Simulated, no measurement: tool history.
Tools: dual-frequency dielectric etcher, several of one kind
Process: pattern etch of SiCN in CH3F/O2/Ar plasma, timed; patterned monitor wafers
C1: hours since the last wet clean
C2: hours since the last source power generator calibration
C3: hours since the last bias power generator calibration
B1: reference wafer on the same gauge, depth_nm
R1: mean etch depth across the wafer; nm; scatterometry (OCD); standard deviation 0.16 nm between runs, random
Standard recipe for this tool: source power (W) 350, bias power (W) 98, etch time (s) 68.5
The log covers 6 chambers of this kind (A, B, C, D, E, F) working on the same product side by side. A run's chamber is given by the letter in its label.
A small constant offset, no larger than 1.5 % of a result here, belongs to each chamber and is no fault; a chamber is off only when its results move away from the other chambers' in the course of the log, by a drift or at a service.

run 1D hour=6 | source_power_(W)=350 bias_power_(W)=98 etch_time_(s)=68.5 | C1=249.4 C2=3105.3 C3=1060.2 | B1=27.913 | R1=27.308
run 2A hour=12.8 | source_power_(W)=350 bias_power_(W)=98 etch_time_(s)=68.5 | C1=400 C2=87.2 C3=2182.2 | B1=27.912 | R1=27.537
run 3B hour=18 | source_power_(W)=350 bias_power_(W)=98 etch_time_(s)=68.5 | C1=193.1 C2=945.1 C3=3100.3 | B1=27.891 | R1=27.331
run 4C hour=24.6 | source_power_(W)=350 bias_power_(W)=98 etch_time_(s)=68.5 | C1=346.1 C2=123.9 C3=2232 | B1=27.905 | R1=26.99
run 5E hour=30.2 | source_power_(W)=350 bias_power_(W)=98 etch_time_(s)=68.5 | C1=105.2 C2=2456.5 C3=34.2 | B1=27.908 | R1=27.411
run 6F hour=37.9 | source_power_(W)=350 bias_power_(W)=98 etch_time_(s)=68.5 | C1=400.3 C2=3561.4 C3=2483 | B1=27.903 | R1=27.269
-- hour=46.9 chamber F: wet clean of the chamber
run 7A hour=46.9 | source_power_(W)=380 bias_power_(W)=98 etch_time_(s)=68.5 | C1=434.1 C2=121.3 C3=2216.3 | B1=27.891 | R1=28.629
run 8C hour=52.1 | source_power_(W)=380 bias_power_(W)=98 etch_time_(s)=68.5 | C1=373.6 C2=151.4 C3=2259.5 | B1=27.874 | R1=28.001
run 9E hour=60.3 | source_power_(W)=380 bias_power_(W)=98 etch_time_(s)=68.5 | C1=135.3 C2=2486.6 C3=64.3 | B1=27.885 | R1=28.569
run 10F hour=65.9 | source_power_(W)=380 bias_power_(W)=98 etch_time_(s)=68.5 | C1=19.1 C2=3589.4 C3=2511 | B1=27.911 | R1=27.71
run 11D hour=73.1 | source_power_(W)=380 bias_power_(W)=98 etch_time_(s)=68.5 | C1=316.5 C2=3172.4 C3=1127.3 | B1=27.902 | R1=28.044
-- hour=76.2 chamber C: wet clean of the chamber
run 12B hour=80.4 | source_power_(W)=380 bias_power_(W)=98 etch_time_(s)=68.5 | C1=255.5 C2=1007.5 C3=3162.7 | B1=27.91 | R1=27.765
run 13D hour=84.7 | source_power_(W)=350 bias_power_(W)=98 etch_time_(s)=68.5 | C1=328.1 C2=3184 C3=1138.9 | B1=27.932 | R1=27.411
run 14A hour=94.1 | source_power_(W)=350 bias_power_(W)=98 etch_time_(s)=68.5 | C1=481.3 C2=168.5 C3=2263.5 | B1=27.903 | R1=27.807
run 15E hour=99.3 | source_power_(W)=350 bias_power_(W)=98 etch_time_(s)=68.5 | C1=174.3 C2=2525.6 C3=103.3 | B1=27.868 | R1=27.538
run 16F hour=107.1 | source_power_(W)=400 bias_power_(W)=108 etch_time_(s)=68.5 | C1=60.3 C2=3630.6 C3=2552.2 | B1=27.908 | R1=29.363
run 17B hour=112.7 | source_power_(W)=400 bias_power_(W)=108 etch_time_(s)=68.5 | C1=287.8 C2=1039.8 C3=3195 | B1=27.879 | R1=29.697
run 18C hour=120.8 | source_power_(W)=400 bias_power_(W)=108 etch_time_(s)=68.5 | C1=44.6 C2=220.1 C3=2328.2 | B1=27.932 | R1=29.478
-- hour=124.5 chamber A: wet clean of the chamber
run 19A hour=125.1 | source_power_(W)=400 bias_power_(W)=108 etch_time_(s)=68.5 | C1=0.6 C2=199.5 C3=2294.5 | B1=27.913 | R1=30.723
run 20B hour=132.5 | source_power_(W)=400 bias_power_(W)=108 etch_time_(s)=68.5 | C1=307.6 C2=1059.6 C3=3214.8 | B1=27.892 | R1=29.895
run 21C hour=141.3 | source_power_(W)=400 bias_power_(W)=108 etch_time_(s)=68.5 | C1=65.1 C2=240.6 C3=2348.7 | B1=27.864 | R1=29.268
run 22E hour=146 | source_power_(W)=350 bias_power_(W)=98 etch_time_(s)=68.5 | C1=221 C2=2572.3 C3=150 | B1=27.912 | R1=27.481
run 23F hour=154.2 | source_power_(W)=350 bias_power_(W)=98 etch_time_(s)=68.5 | C1=107.4 C2=3677.7 C3=2599.3 | B1=27.904 | R1=26.989
run 24D hour=161.3 | source_power_(W)=310 bias_power_(W)=98 etch_time_(s)=59.5 | C1=404.7 C2=3260.6 C3=1215.5 | B1=27.905 | R1=22.674
run 25C hour=170.6 | source_power_(W)=310 bias_power_(W)=98 etch_time_(s)=59.5 | C1=94.4 C2=269.9 C3=2378 | B1=27.916 | R1=22.71
run 26A hour=180 | source_power_(W)=310 bias_power_(W)=98 etch_time_(s)=59.5 | C1=55.5 C2=254.4 C3=2349.4 | B1=27.909 | R1=23.863
run 27F hour=189 | source_power_(W)=310 bias_power_(W)=98 etch_time_(s)=59.5 | C1=142.2 C2=3712.5 C3=2634.1 | B1=27.889 | R1=22.549
run 28B hour=197.7 | source_power_(W)=310 bias_power_(W)=98 etch_time_(s)=59.5 | C1=372.8 C2=1124.8 C3=3280 | B1=27.901 | R1=22.413
run 29D hour=206.6 | source_power_(W)=310 bias_power_(W)=98 etch_time_(s)=59.5 | C1=450 C2=3305.9 C3=1260.8 | B1=27.931 | R1=22.764
run 30E hour=211.2 | source_power_(W)=350 bias_power_(W)=98 etch_time_(s)=68.5 | C1=286.2 C2=2637.5 C3=215.2 | B1=27.862 | R1=27.564
run 31D hour=218.3 | source_power_(W)=350 bias_power_(W)=98 etch_time_(s)=68.5 | C1=461.7 C2=3317.6 C3=1272.5 | B1=27.906 | R1=27.393
run 32E hour=222.4 | source_power_(W)=350 bias_power_(W)=98 etch_time_(s)=83 | C1=297.4 C2=2648.7 C3=226.4 | B1=27.937 | R1=33.493
run 33A hour=230.1 | source_power_(W)=350 bias_power_(W)=98 etch_time_(s)=83 | C1=105.6 C2=304.5 C3=2399.5 | B1=27.881 | R1=34.448
run 34F hour=237.3 | source_power_(W)=350 bias_power_(W)=98 etch_time_(s)=83 | C1=190.5 C2=3760.8 C3=2682.4 | B1=27.884 | R1=32.446
run 35C hour=243.3 | source_power_(W)=350 bias_power_(W)=98 etch_time_(s)=83 | C1=167.1 C2=342.6 C3=2450.7 | B1=27.932 | R1=32.765
run 36B hour=249.1 | source_power_(W)=350 bias_power_(W)=98 etch_time_(s)=83 | C1=424.2 C2=1176.2 C3=3331.4 | B1=27.907 | R1=32.76

All chambers now run identical settings, listed one chamber a line with results as question marks. What results will each chamber show?
run 37A hour=255.8 | source_power_(W)=350 bias_power_(W)=120 etch_time_(s)=68.5 | R1=?
run 37B hour=255.8 | source_power_(W)=350 bias_power_(W)=120 etch_time_(s)=68.5 | R1=?
run 37C hour=255.8 | source_power_(W)=350 bias_power_(W)=120 etch_time_(s)=68.5 | R1=?
run 37D hour=255.8 | source_power_(W)=350 bias_power_(W)=120 etch_time_(s)=68.5 | R1=?
run 37E hour=255.8 | source_power_(W)=350 bias_power_(W)=120 etch_time_(s)=68.5 | R1=?
run 37F hour=255.8 | source_power_(W)=350 bias_power_(W)=120 etch_time_(s)=68.5 | R1=?

run=37A R1=31.121
run=37B R1=29.547
run=37C R1=29.139
run=37D R1=29.7
run=37E R1=29.929
run=37F R1=29.447
